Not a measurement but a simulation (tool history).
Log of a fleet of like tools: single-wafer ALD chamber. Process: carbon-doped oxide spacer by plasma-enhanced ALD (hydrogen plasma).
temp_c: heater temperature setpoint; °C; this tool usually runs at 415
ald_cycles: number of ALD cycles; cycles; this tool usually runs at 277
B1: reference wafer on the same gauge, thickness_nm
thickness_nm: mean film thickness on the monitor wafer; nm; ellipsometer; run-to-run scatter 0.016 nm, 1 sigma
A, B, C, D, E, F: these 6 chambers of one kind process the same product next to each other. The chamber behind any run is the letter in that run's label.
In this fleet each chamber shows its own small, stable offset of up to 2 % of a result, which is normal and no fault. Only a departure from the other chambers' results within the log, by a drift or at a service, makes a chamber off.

{"run": "1D", "hour": 10.5, "temp_c": 415, "ald_cycles": 277, "B1": 11.903, "thickness_nm": 13.169}
{"run": "2B", "hour": 23.4, "temp_c": 415, "ald_cycles": 277, "B1": 11.903, "thickness_nm": 13.279}
{"run": "3F", "hour": 32.6, "temp_c": 415, "ald_cycles": 277, "B1": 11.906, "thickness_nm": 13.197}
{"run": "4C", "hour": 39.2, "temp_c": 415, "ald_cycles": 277, "B1": 11.903, "thickness_nm": 13.023}
{"run": "5A", "hour": 52.0, "temp_c": 415, "ald_cycles": 277, "B1": 11.903, "thickness_nm": 13.121}
{"run": "6E", "hour": 59.5, "temp_c": 415, "ald_cycles": 277, "B1": 11.909, "thickness_nm": 13.353}
{"run": "7C", "hour": 66.8, "temp_c": 415, "ald_cycles": 277, "B1": 11.908, "thickness_nm": 13.007}
{"run": "8B", "hour": 76.3, "temp_c": 415, "ald_cycles": 277, "B1": 11.915, "thickness_nm": 13.272}
{"run": "9F", "hour": 86.1, "temp_c": 415, "ald_cycles": 277, "B1": 11.91, "thickness_nm": 13.2}
{"run": "10E", "hour": 97.1, "temp_c": 415, "ald_cycles": 277, "B1": 11.913, "thickness_nm": 13.368}
{"run": "11D", "hour": 109.5, "temp_c": 415, "ald_cycles": 277, "B1": 11.913, "thickness_nm": 13.177}
{"run": "12A", "hour": 117.9, "temp_c": 415, "ald_cycles": 277, "B1": 11.914, "thickness_nm": 13.138}
{"run": "13D", "hour": 127.9, "temp_c": 415, "ald_cycles": 277, "B1": 11.921, "thickness_nm": 13.174}
{"run": "14A", "hour": 134.9, "temp_c": 415, "ald_cycles": 277, "B1": 11.92, "thickness_nm": 13.13}
{"run": "15B", "hour": 143.4, "temp_c": 415, "ald_cycles": 277, "B1": 11.918, "thickness_nm": 13.312}
{"run": "16E", "hour": 149.3, "temp_c": 415, "ald_cycles": 277, "B1": 11.921, "thickness_nm": 13.349}
{"run": "17F", "hour": 159.6, "temp_c": 415, "ald_cycles": 277, "B1": 11.922, "thickness_nm": 13.197}
{"run": "18C", "hour": 172.1, "temp_c": 415, "ald_cycles": 277, "B1": 11.922, "thickness_nm": 13.013}
{"run": "19E", "hour": 178.2, "temp_c": 415, "ald_cycles": 277, "B1": 11.926, "thickness_nm": 13.353}
{"run": "20D", "hour": 184.5, "temp_c": 420, "ald_cycles": 277, "B1": 11.931, "thickness_nm": 12.968}
{"run": "21F", "hour": 196.8, "temp_c": 420, "ald_cycles": 277, "B1": 11.929, "thickness_nm": 13.017}
{"run": "22A", "hour": 207.6, "temp_c": 420, "ald_cycles": 277, "B1": 11.931, "thickness_nm": 12.906}
{"run": "23C", "hour": 217.1, "temp_c": 420, "ald_cycles": 277, "B1": 11.931, "thickness_nm": 12.819}
{"run": "24B", "hour": 227.2, "temp_c": 420, "ald_cycles": 277, "B1": 11.933, "thickness_nm": 13.147}
{"run": "25B", "hour": 239.4, "temp_c": 420, "ald_cycles": 277, "B1": 11.934, "thickness_nm": 13.107}
{"run": "26E", "hour": 246.0, "temp_c": 415, "ald_cycles": 277, "B1": 11.934, "thickness_nm": 13.402}
{"run": "27D", "hour": 257.6, "temp_c": 406, "ald_cycles": 237, "B1": 11.938, "thickness_nm": 11.619}
{"run": "28C", "hour": 270.9, "temp_c": 406, "ald_cycles": 237, "B1": 11.933, "thickness_nm": 11.45}
{"run": "29A", "hour": 279.9, "temp_c": 406, "ald_cycles": 237, "B1": 11.941, "thickness_nm": 11.588}
{"run": "30F", "hour": 291.8, "temp_c": 406, "ald_cycles": 237, "B1": 11.938, "thickness_nm": 11.605}
{"run": "31D", "hour": 304.8, "temp_c": 406, "ald_cycles": 237, "B1": 11.941, "thickness_nm": 11.617}
{"run": "32B", "hour": 314.8, "temp_c": 406, "ald_cycles": 237, "B1": 11.945, "thickness_nm": 11.734}
{"hour": 323.8, "done": "chamber F: thermocouple changed; heater temperature recalibrated"}
{"run": "33F", "hour": 324.9, "temp_c": 415, "ald_cycles": 277, "B1": 11.945, "thickness_nm": 13.229}
{"run": "34C", "hour": 332.8, "temp_c": 415, "ald_cycles": 277, "B1": 11.948, "thickness_nm": 13.05}
{"run": "35A", "hour": 339.0, "temp_c": 415, "ald_cycles": 277, "B1": 11.947, "thickness_nm": 13.192}
{"run": "36E", "hour": 346.5, "temp_c": 415, "ald_cycles": 277, "B1": 11.952, "thickness_nm": 13.403}
{"run": "37C", "hour": 353.2, "temp_c": 415, "ald_cycles": 277, "B1": 11.95, "thickness_nm": 13.032}
{"run": "38D", "hour": 360.8, "temp_c": 415, "ald_cycles": 277, "B1": 11.95, "thickness_nm": 13.211}
{"run": "39A", "hour": 374.3, "temp_c": 415, "ald_cycles": 277, "B1": 11.952, "thickness_nm": 13.147}
{"run": "40B", "hour": 387.8, "temp_c": 415, "ald_cycles": 277, "B1": 11.953, "thickness_nm": 13.353}
{"run": "41F", "hour": 400.3, "temp_c": 415, "ald_cycles": 277, "B1": 11.953, "thickness_nm": 13.267}
{"run": "42E", "hour": 408.1, "temp_c": 415, "ald_cycles": 277, "B1": 11.957, "thickness_nm": 13.427}
{"run": "43F", "hour": 415.9, "temp_c": 415, "ald_cycles": 277, "B1": 11.956, "thickness_nm": 13.23}
{"run": "44D", "hour": 426.1, "temp_c": 406, "ald_cycles": 328, "B1": 11.956, "thickness_nm": 16.115}

Next, all 6 chambers run the settings below, one line each with question marks for the results. What does each chamber give?
{"run": "45A", "hour": 435.9, "temp_c": 421, "ald_cycles": 277, "thickness_nm": "?"}
{"run": "45B", "hour": 435.9, "temp_c": 421, "ald_cycles": 277, "thickness_nm": "?"}
{"run": "45C", "hour": 435.9, "temp_c": 421, "ald_cycles": 277, "thickness_nm": "?"}
{"run": "45D", "hour": 435.9, "temp_c": 421, "ald_cycles": 277, "thickness_nm": "?"}
{"run": "45E", "hour": 435.9, "temp_c": 421, "ald_cycles": 277, "thickness_nm": "?"}
{"run": "45F", "hour": 435.9, "temp_c": 421, "ald_cycles": 277, "thickness_nm": "?"}

run=45A thickness_nm=12.944
run=45B thickness_nm=13.117
run=45C thickness_nm=12.817
run=45D thickness_nm=12.974
run=45E thickness_nm=13.170
run=45F thickness_nm=13.000
